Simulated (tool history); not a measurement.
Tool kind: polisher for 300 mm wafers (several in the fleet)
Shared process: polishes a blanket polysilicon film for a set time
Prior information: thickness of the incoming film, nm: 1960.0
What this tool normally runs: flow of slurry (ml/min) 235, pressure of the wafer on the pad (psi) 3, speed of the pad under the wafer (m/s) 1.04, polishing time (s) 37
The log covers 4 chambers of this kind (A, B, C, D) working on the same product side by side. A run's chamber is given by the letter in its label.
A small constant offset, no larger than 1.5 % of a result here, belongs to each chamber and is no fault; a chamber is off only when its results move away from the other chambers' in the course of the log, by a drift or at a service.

| run | hour | flow of slurry (ml/min) | pressure of the wafer on the pad (psi) | speed of the pad under the wafer (m/s) | polishing time (s) | wafers polished on this pad | hours since the slurry nozzle was cleaned | hours since the head pressure was calibrated | film removed (Å) |
|---|---|---|---|---|---|---|---|---|---|
| 1A | 9.1 | 235 | 3 | 1.04 | 37 | 1124 | 221.2 | 894 | 4006 |
|  | 14.2 | chamber D: worn pad replaced by a new one |
| 2D | 15.5 | 235 | 3 | 1.04 | 37 | 10 | 122.1 | 222.5 | 4021.6 |
|  | 18.8 | chamber B: slurry nozzle cleaned |
| 3C | 24.1 | 235 | 3 | 1.04 | 37 | 204 | 450.5 | 521.1 | 3918.5 |
| 4B | 29.3 | 235 | 3 | 1.04 | 37 | 802 | 10.5 | 262.1 | 3994.2 |
| 5B | 36.2 | 235 | 3 | 1.04 | 37 | 860 | 17.4 | 269 | 3996.5 |
| 6D | 44.7 | 235 | 3 | 1.04 | 37 | 256 | 151.3 | 251.7 | 4044.6 |
|  | 46.5 | chamber A: slurry nozzle cleaned |
| 7C | 49.2 | 235 | 3 | 1.04 | 37 | 415 | 475.6 | 546.2 | 3947.4 |
|  | 53.7 | chamber C: slurry nozzle cleaned |
| 8A | 54.5 | 235 | 3 | 1.04 | 37 | 1506 | 8.1 | 939.4 | 4044.7 |
| 9B | 64.2 | 235 | 3 | 1.04 | 37 | 1095 | 45.4 | 297 | 3959.9 |
|  | 72.1 | chamber A: worn pad replaced by a new one |
| 10A | 73.9 | 235 | 3 | 1.04 | 37 | 15 | 27.5 | 958.8 | 4030.7 |
|  | 77.3 | chamber C: worn pad replaced by a new one |
| 11D | 79.5 | 235 | 3 | 1.04 | 37 | 549 | 186.1 | 286.5 | 3967.5 |
| 12C | 88.8 | 235 | 3 | 1.04 | 37 | 97 | 35.1 | 585.8 | 3924.8 |
|  | 90.1 | chamber B: worn pad replaced by a new one |
| 13C | 96.3 | 235 | 3 | 1.04 | 30 | 160 | 42.6 | 593.3 | 3193.7 |
|  | 105.1 | chamber D: worn pad replaced by a new one |
| 14B | 105.5 | 235 | 3 | 1.04 | 30 | 130 | 86.7 | 338.3 | 3241.6 |
| 15D | 114.5 | 235 | 3 | 1.04 | 30 | 79 | 221.1 | 321.5 | 3242.3 |
|  | 120.2 | chamber A: head pressure recalibrated |
| 16A | 124.5 | 235 | 3 | 1.04 | 30 | 441 | 78.1 | 4.4 | 3003.5 |
| 17A | 129.9 | 235 | 2.4 | 1.04 | 47 | 486 | 83.5 | 9.8 | 3764.5 |
| 18C | 136.7 | 235 | 2.4 | 1.04 | 47 | 500 | 83 | 633.7 | 4027.2 |
| 19D | 142.2 | 235 | 2.4 | 1.04 | 47 | 312 | 248.8 | 349.2 | 4091.9 |
| 20B | 148.1 | 235 | 2.4 | 1.04 | 47 | 488 | 129.3 | 380.9 | 4022.7 |
|  | 148.7 | chamber C: worn pad replaced by a new one |
| 21B | 156.6 | 235 | 3 | 1.04 | 37 | 560 | 137.8 | 389.4 | 3994.5 |
|  | 159 | chamber D: head pressure recalibrated |
| 22D | 165.3 | 235 | 3 | 1.04 | 37 | 506 | 271.9 | 6.4 | 3970.9 |
| 23A | 174.6 | 235 | 3 | 1.04 | 37 | 862 | 128.2 | 54.5 | 3713.3 |
| 24C | 181.7 | 235 | 3 | 1.04 | 37 | 277 | 128 | 678.7 | 3925.8 |
| 25B | 190.5 | 235 | 3 | 1.04 | 37 | 845 | 171.7 | 423.3 | 3947.8 |
| 26D | 194.9 | 235 | 3 | 1.04 | 37 | 755 | 301.5 | 36 | 3987.1 |

Which is it: a chamber that has drifted or been left off by a service, a gauge drift common to all chambers, or only each chamber's usual small offset? If a chamber is off, name it and its likeliest cause.

A service left chamber A off against the others.
Cause: head's pressure below its setpoint, % = 7.41.

Here are 4 candidates for chamber A's next run, each the usual settings with a change, their results left as question marks. Which one brings its results back in line with what the others give on the usual settings?
In line means no further than this from the other chambers' mean on the usual settings: film removed (Å) 97
| 27A-1 | 202.1 | 235 | 3 | 1.04 | 38 |  |  |  | ? |
| 27A-2 | 202.1 | 140 | 3 | 1.04 | 37 |  |  |  | ? |
| 27A-3 | 202.1 | 235 | 3 | 1.02 | 37 |  |  |  | ? |
| 27A-4 | 202.1 | 235 | 3 | 1.08 | 38 |  |  |  | ? |

The mean the other chambers reach with the usual settings: film removed (Å) 3960.3
| run | film removed (Å) |
|---|---|
| 27A-1 | 3809.1 |
| 27A-2 | 3444.3 |
| 27A-3 | 3637.2 |
| 27A-4 | 3956.3 |
The answer is 27A-4, which returns the chamber to within the allowed miss of the others.
